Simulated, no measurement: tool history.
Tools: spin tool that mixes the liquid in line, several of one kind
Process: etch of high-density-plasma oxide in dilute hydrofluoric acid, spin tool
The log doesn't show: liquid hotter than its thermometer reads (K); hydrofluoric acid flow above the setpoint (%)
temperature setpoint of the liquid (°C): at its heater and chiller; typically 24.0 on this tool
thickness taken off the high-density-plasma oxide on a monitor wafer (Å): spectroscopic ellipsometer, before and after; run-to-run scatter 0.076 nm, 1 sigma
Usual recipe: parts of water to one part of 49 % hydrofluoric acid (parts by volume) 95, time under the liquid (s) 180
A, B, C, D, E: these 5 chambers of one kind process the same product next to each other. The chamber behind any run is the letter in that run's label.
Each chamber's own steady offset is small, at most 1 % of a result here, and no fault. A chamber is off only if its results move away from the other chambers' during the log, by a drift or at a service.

| run | hour | temperature setpoint of the liquid (°C) | parts of water to one part of 49 % hydrofluoric acid (parts by volume) | time under the liquid (s) | hours since the thermometer was replaced | hours since the hydrofluoric acid flow meter was replaced | read-back film thickness of the high-density-plasma oxide reference wafer, read on the same gauge (nm) | thickness taken off the high-density-plasma oxide on a monitor wafer (Å) |
|---|---|---|---|---|---|---|---|---|
| 1B | 15.2 | 24.0 | 95 | 180 | 1587.7 | 1196.0 | 110.01 | 96.924 |
| 2E | 26.7 | 24.0 | 95 | 180 | 260.3 | 544.0 | 110.03 | 97.576 |
| 3C | 33.9 | 24.0 | 95 | 180 | 189.8 | 1081.3 | 110.00 | 97.045 |
| 4D | 48.2 | 24.0 | 95 | 180 | 1904.3 | 1101.8 | 110.02 | 96.532 |
|  | 48.4 | chamber D: thermometer replaced |
| 5A | 58.8 | 24.0 | 95 | 180 | 1002.1 | 593.2 | 110.01 | 98.409 |
| 6B | 69.0 | 24.0 | 95 | 180 | 1641.5 | 1249.8 | 109.99 | 96.696 |
| 7C | 77.6 | 24.0 | 95 | 180 | 233.5 | 1125.0 | 110.01 | 96.341 |
|  | 85.2 | chamber A: thermometer replaced |
| 8E | 86.3 | 26.0 | 95 | 180 | 319.9 | 603.6 | 109.99 | 104.980 |
| 9A | 101.4 | 26.0 | 95 | 180 | 16.3 | 635.8 | 110.01 | 104.770 |
| 10D | 116.6 | 26.0 | 95 | 180 | 68.3 | 1170.2 | 110.01 | 104.390 |
| 11D | 128.2 | 26.0 | 95 | 180 | 79.9 | 1181.8 | 110.04 | 105.600 |
| 12B | 143.5 | 26.0 | 95 | 180 | 1716.0 | 1324.3 | 109.98 | 104.590 |
| 13E | 152.5 | 24.0 | 95 | 180 | 386.1 | 669.8 | 110.01 | 98.275 |
|  | 160.2 | chamber C: hydrofluoric acid flow meter replaced |
| 14A | 164.8 | 24.0 | 95 | 180 | 79.7 | 699.2 | 110.01 | 97.339 |
| 15C | 178.8 | 24.0 | 145 | 130 | 334.7 | 18.7 | 110.02 | 43.246 |
| 16D | 192.8 | 24.0 | 145 | 130 | 144.5 | 1246.4 | 109.99 | 43.428 |
|  | 193.0 | chamber B: thermometer replaced |
| 17C | 204.5 | 24.0 | 145 | 130 | 360.4 | 44.4 | 109.98 | 43.553 |
| 18E | 217.6 | 24.0 | 145 | 130 | 451.2 | 734.9 | 110.01 | 42.921 |
| 19B | 227.3 | 24.0 | 145 | 130 | 34.3 | 1408.1 | 109.98 | 42.874 |
| 20A | 235.2 | 24.0 | 95 | 95 | 150.1 | 769.6 | 110.01 | 51.291 |
| 21C | 241.8 | 24.0 | 95 | 95 | 397.7 | 81.7 | 109.99 | 50.937 |
| 22E | 254.7 | 24.0 | 95 | 95 | 488.3 | 772.0 | 110.01 | 51.839 |
| 23D | 267.1 | 24.0 | 95 | 95 | 218.8 | 1320.7 | 109.98 | 51.993 |
| 24A | 276.5 | 24.0 | 95 | 95 | 191.4 | 810.9 | 110.00 | 51.711 |
| 25B | 290.9 | 24.0 | 95 | 180 | 97.9 | 1471.7 | 109.97 | 97.852 |
| 26B | 299.8 | 24.0 | 95 | 180 | 106.8 | 1480.6 | 110.01 | 96.089 |
| 27C | 311.7 | 24.0 | 95 | 180 | 467.6 | 151.6 | 110.03 | 97.254 |
| 28A | 326.7 | 24.0 | 95 | 180 | 241.6 | 861.1 | 110.02 | 96.759 |
| 29E | 342.1 | 24.0 | 130 | 85 | 575.7 | 859.4 | 110.04 | 32.041 |
| 30D | 352.4 | 24.0 | 130 | 85 | 304.1 | 1406.0 | 110.00 | 32.376 |
| 31C | 364.2 | 24.0 | 130 | 85 | 520.1 | 204.1 | 110.03 | 32.392 |
|  | 372.6 | chamber D: hydrofluoric acid flow meter replaced |
| 32E | 377.5 | 24.0 | 130 | 85 | 611.1 | 894.8 | 109.98 | 32.212 |
| 33A | 386.7 | 24.0 | 130 | 85 | 301.6 | 921.1 | 109.99 | 32.516 |
| 34D | 397.9 | 24.0 | 95 | 180 | 349.6 | 25.4 | 110.01 | 98.412 |
| 35B | 410.1 | 24.0 | 95 | 180 | 217.1 | 1590.9 | 110.00 | 97.438 |
| 36D | 417.5 | 20.5 | 95 | 110 | 369.2 | 45.0 | 110.01 | 52.099 |
| 37B | 424.6 | 20.5 | 95 | 110 | 231.6 | 1605.4 | 110.02 | 51.523 |
| 38E | 437.6 | 20.5 | 95 | 110 | 671.2 | 954.9 | 109.98 | 51.979 |
| 39C | 447.3 | 20.5 | 95 | 110 | 603.2 | 287.2 | 110.00 | 51.924 |
| 40A | 456.8 | 20.5 | 95 | 110 | 371.7 | 991.2 | 109.98 | 52.305 |

Is one chamber out of step, is the gauge drifting, or do the chambers differ by no more than their own small offsets? For an off chamber, give its letter and the likeliest cause.

No chamber stands off beyond its own small offset, and the gauge holds steady.

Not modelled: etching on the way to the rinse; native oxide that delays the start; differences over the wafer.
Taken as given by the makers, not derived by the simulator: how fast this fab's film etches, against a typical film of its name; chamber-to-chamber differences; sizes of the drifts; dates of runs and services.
